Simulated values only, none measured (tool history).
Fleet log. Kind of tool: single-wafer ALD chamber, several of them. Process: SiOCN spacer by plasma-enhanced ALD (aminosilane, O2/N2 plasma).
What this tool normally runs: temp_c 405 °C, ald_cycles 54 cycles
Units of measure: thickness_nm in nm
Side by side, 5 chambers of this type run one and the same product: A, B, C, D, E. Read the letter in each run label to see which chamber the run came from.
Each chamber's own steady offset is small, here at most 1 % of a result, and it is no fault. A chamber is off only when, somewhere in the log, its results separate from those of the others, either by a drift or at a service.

run	hour	temp_c	ald_cycles	hours since the last thermocouple change	read-back reference wafer on the same gauge, thickness_nm	thickness_nm
1E	7.2	405	54	1277.4	3.8201	3.2078
2D	13.7	405	54	2247.9	3.8213	3.2287
3B	27.2	405	54	1362.6	3.8221	3.1927
4C	34.4	405	54	1499.7	3.8215	3.1882
5A	42.0	405	54	1286.9	3.8225	3.1996
6E	51.4	405	54	1321.6	3.8220	3.2043
7C	61.2	395	62	1526.5	3.8221	3.7174
8A	71.4	395	62	1316.3	3.8244	3.7284
9D	82.4	395	62	2316.6	3.8258	3.7578
10B	96.0	395	62	1431.4	3.8240	3.7218
11C	108.7	395	62	1574.0	3.8245	3.7173
12A	121.9	405	54	1366.8	3.8277	3.1947
13B	134.5	405	54	1469.9	3.8264	3.2020
14E	144.2	405	54	1414.4	3.8272	3.2134
15D	156.3	405	54	2390.5	3.8275	3.2262
16E	166.3	405	54	1436.5	3.8282	3.2052
17D	173.3	405	54	2407.5	3.8280	3.2307
18C	183.5	405	54	1648.8	3.8291	3.1991
19B	192.1	405	54	1527.5	3.8297	3.2001
20A	205.2	391	54	1450.1	3.8304	3.2572
# hour 206.7: chamber D: thermocouple changed; heater temperature recalibrated
21B	215.6	391	54	1551.0	3.8298	3.2499
# hour 218.0: chamber C: thermocouple changed; heater temperature recalibrated
22D	226.8	391	54	20.2	3.8305	3.2762
23E	233.7	391	54	1503.9	3.8311	3.2593
24A	244.7	391	54	1489.6	3.8330	3.2576
25C	258.4	405	54	40.5	3.8325	3.2068
26E	267.0	405	54	1537.2	3.8335	3.2135
27A	275.8	405	54	1520.7	3.8324	3.2044
28B	285.9	405	54	1621.3	3.8345	3.2129
29C	292.3	405	54	74.4	3.8335	3.1979
# hour 298.4: chamber A: thermocouple changed; heater temperature recalibrated
30D	304.4	415	47	97.8	3.8353	2.7325
31C	315.7	415	47	97.8	3.8349	2.7039
32B	322.4	415	47	1657.8	3.8350	2.7162
33E	335.9	415	47	1606.1	3.8361	2.7167
34A	348.3	415	47	49.9	3.8373	2.7105

Predict what each chamber gives when all 5 of them run the settings below next.
35A	358.4	405	63			?
35B	358.4	405	63			?
35C	358.4	405	63			?
35D	358.4	405	63			?
35E	358.4	405	63			?

run	thickness_nm
35A	3.7499
35B	3.7485
35C	3.7360
35D	3.7718
35E	3.7493
